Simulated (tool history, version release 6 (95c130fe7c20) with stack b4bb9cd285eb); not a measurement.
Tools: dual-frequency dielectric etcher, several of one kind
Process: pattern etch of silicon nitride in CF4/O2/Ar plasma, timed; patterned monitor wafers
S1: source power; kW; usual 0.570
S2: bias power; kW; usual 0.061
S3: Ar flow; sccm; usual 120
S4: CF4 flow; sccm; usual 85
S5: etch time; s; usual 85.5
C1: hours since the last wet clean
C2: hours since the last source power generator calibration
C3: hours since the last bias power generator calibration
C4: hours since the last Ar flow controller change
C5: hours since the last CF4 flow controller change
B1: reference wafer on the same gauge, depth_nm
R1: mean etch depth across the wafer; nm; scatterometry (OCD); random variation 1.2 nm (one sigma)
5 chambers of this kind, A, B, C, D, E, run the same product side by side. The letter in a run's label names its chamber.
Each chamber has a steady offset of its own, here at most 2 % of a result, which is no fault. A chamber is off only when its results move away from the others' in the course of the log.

-- hour=2.0 chamber A: wet clean of the chamber
run 1C hour=11.2 | S1=0.570 S2=0.061 S3=120 S4=85 S5=85.5 | C1=253.6 C2=2744.8 C3=1772.2 C4=1899.4 C5=168.0 | B1=164.98 | R1=192.15
run 2B hour=22.0 | S1=0.570 S2=0.061 S3=120 S4=85 S5=85.5 | C1=461.6 C2=1674.4 C3=4742.9 C4=2384.1 C5=1108.4 | B1=164.87 | R1=185.21
run 3D hour=29.8 | S1=0.570 S2=0.061 S3=120 S4=85 S5=85.5 | C1=220.5 C2=1443.4 C3=2801.5 C4=345.4 C5=2538.0 | B1=165.05 | R1=190.90
run 4E hour=38.5 | S1=0.570 S2=0.061 S3=120 S4=85 S5=85.5 | C1=128.0 C2=508.2 C3=3338.0 C4=2494.8 C5=4518.1 | B1=165.23 | R1=186.47
run 5A hour=44.8 | S1=0.570 S2=0.061 S3=120 S4=85 S5=85.5 | C1=42.8 C2=1441.3 C3=3449.1 C4=4291.0 C5=2884.1 | B1=165.01 | R1=187.28
run 6A hour=54.8 | S1=0.570 S2=0.061 S3=120 S4=85 S5=85.5 | C1=52.8 C2=1451.3 C3=3459.1 C4=4301.0 C5=2894.1 | B1=164.96 | R1=187.83
run 7E hour=62.4 | S1=0.570 S2=0.061 S3=120 S4=85 S5=85.5 | C1=151.9 C2=532.1 C3=3361.9 C4=2518.7 C5=4542.0 | B1=164.66 | R1=185.76
run 8D hour=70.8 | S1=0.570 S2=0.061 S3=120 S4=85 S5=85.5 | C1=261.5 C2=1484.4 C3=2842.5 C4=386.4 C5=2579.0 | B1=165.18 | R1=188.43
run 9C hour=79.5 | S1=0.570 S2=0.061 S3=120 S4=85 S5=85.5 | C1=321.9 C2=2813.1 C3=1840.5 C4=1967.7 C5=236.3 | B1=164.95 | R1=190.92
run 10B hour=85.9 | S1=0.570 S2=0.061 S3=120 S4=85 S5=85.5 | C1=525.5 C2=1738.3 C3=4806.8 C4=2448.0 C5=1172.3 | B1=165.01 | R1=186.52
run 11E hour=92.4 | S1=0.570 S2=0.061 S3=120 S4=85 S5=85.5 | C1=181.9 C2=562.1 C3=3391.9 C4=2548.7 C5=4572.0 | B1=165.09 | R1=186.37
run 12C hour=97.8 | S1=0.570 S2=0.061 S3=120 S4=85 S5=85.5 | C1=340.2 C2=2831.4 C3=1858.8 C4=1986.0 C5=254.6 | B1=164.90 | R1=188.93
run 13B hour=108.8 | S1=0.570 S2=0.061 S3=120 S4=85 S5=85.5 | C1=548.4 C2=1761.2 C3=4829.7 C4=2470.9 C5=1195.2 | B1=165.12 | R1=185.80
-- hour=112.4 chamber B: wet clean of the chamber
run 14A hour=119.4 | S1=0.570 S2=0.061 S3=120 S4=85 S5=85.5 | C1=117.4 C2=1515.9 C3=3523.7 C4=4365.6 C5=2958.7 | B1=165.11 | R1=188.07
run 15D hour=128.0 | S1=0.570 S2=0.061 S3=120 S4=85 S5=85.5 | C1=318.7 C2=1541.6 C3=2899.7 C4=443.6 C5=2636.2 | B1=164.83 | R1=187.27
run 16D hour=138.1 | S1=0.570 S2=0.061 S3=120 S4=85 S5=85.5 | C1=328.8 C2=1551.7 C3=2909.8 C4=453.7 C5=2646.3 | B1=165.03 | R1=187.39
-- hour=141.9 chamber E: Ar flow controller replaced
run 17E hour=146.5 | S1=0.570 S2=0.061 S3=120 S4=85 S5=85.5 | C1=236.0 C2=616.2 C3=3446.0 C4=4.7 C5=4626.1 | B1=165.02 | R1=186.12
run 18C hour=156.4 | S1=0.570 S2=0.061 S3=120 S4=85 S5=85.5 | C1=398.8 C2=2890.0 C3=1917.4 C4=2044.6 C5=313.2 | B1=164.84 | R1=191.14
run 19A hour=167.2 | S1=0.570 S2=0.051 S3=120 S4=103 S5=85.5 | C1=165.2 C2=1563.7 C3=3571.5 C4=4413.4 C5=3006.5 | B1=164.81 | R1=178.41
run 20B hour=175.5 | S1=0.570 S2=0.051 S3=120 S4=103 S5=85.5 | C1=63.1 C2=1827.9 C3=4896.4 C4=2537.6 C5=1261.9 | B1=165.06 | R1=178.86
run 21B hour=184.6 | S1=0.570 S2=0.051 S3=120 S4=103 S5=85.5 | C1=72.2 C2=1837.0 C3=4905.5 C4=2546.7 C5=1271.0 | B1=164.96 | R1=178.18
run 22A hour=190.8 | S1=0.570 S2=0.051 S3=120 S4=103 S5=85.5 | C1=188.8 C2=1587.3 C3=3595.1 C4=4437.0 C5=3030.1 | B1=165.20 | R1=177.41
run 23E hour=203.1 | S1=0.570 S2=0.051 S3=120 S4=103 S5=85.5 | C1=292.6 C2=672.8 C3=3502.6 C4=61.3 C5=4682.7 | B1=164.97 | R1=177.24
-- hour=204.1 chamber C: wet clean of the chamber
run 24D hour=209.9 | S1=0.570 S2=0.061 S3=120 S4=85 S5=85.5 | C1=400.6 C2=1623.5 C3=2981.6 C4=525.5 C5=2718.1 | B1=164.75 | R1=186.73
run 25C hour=217.3 | S1=0.570 S2=0.061 S3=120 S4=85 S5=85.5 | C1=13.2 C2=2950.9 C3=1978.3 C4=2105.5 C5=374.1 | B1=164.95 | R1=190.36
run 26E hour=227.5 | S1=0.680 S2=0.061 S3=120 S4=85 S5=65.5 | C1=317.0 C2=697.2 C3=3527.0 C4=85.7 C5=4707.1 | B1=165.01 | R1=164.54
run 27A hour=238.8 | S1=0.680 S2=0.061 S3=120 S4=85 S5=65.5 | C1=236.8 C2=1635.3 C3=3643.1 C4=4485.0 C5=3078.1 | B1=165.18 | R1=163.38
run 28C hour=246.5 | S1=0.680 S2=0.061 S3=120 S4=85 S5=65.5 | C1=42.4 C2=2980.1 C3=2007.5 C4=2134.7 C5=403.3 | B1=165.06 | R1=172.15
run 29B hour=258.2 | S1=0.680 S2=0.061 S3=120 S4=85 S5=65.5 | C1=145.8 C2=1910.6 C3=4979.1 C4=2620.3 C5=1344.6 | B1=165.01 | R1=164.61
run 30D hour=269.3 | S1=0.680 S2=0.061 S3=120 S4=85 S5=65.5 | C1=460.0 C2=1682.9 C3=3041.0 C4=584.9 C5=2777.5 | B1=164.90 | R1=167.91
-- hour=272.8 chamber D: wet clean of the chamber
run 31C hour=276.8 | S1=0.570 S2=0.061 S3=120 S4=85 S5=85.5 | C1=72.7 C2=3010.4 C3=2037.8 C4=2165.0 C5=433.6 | B1=164.92 | R1=189.08
run 32D hour=286.7 | S1=0.570 S2=0.061 S3=120 S4=85 S5=85.5 | C1=13.9 C2=1700.3 C3=3058.4 C4=602.3 C5=2794.9 | B1=164.85 | R1=186.65

All 5 chambers run these settings next. Forecast each chamber's results:
run 33A hour=295.5 | S1=0.520 S2=0.061 S3=120 S4=85 S5=85.5 | R1=?
run 33B hour=295.5 | S1=0.520 S2=0.061 S3=120 S4=85 S5=85.5 | R1=?
run 33C hour=295.5 | S1=0.520 S2=0.061 S3=120 S4=85 S5=85.5 | R1=?
run 33D hour=295.5 | S1=0.520 S2=0.061 S3=120 S4=85 S5=85.5 | R1=?
run 33E hour=295.5 | S1=0.520 S2=0.061 S3=120 S4=85 S5=85.5 | R1=?

run=33A R1=172.89
run=33B R1=172.02
run=33C R1=177.60
run=33D R1=172.69
run=33E R1=171.03
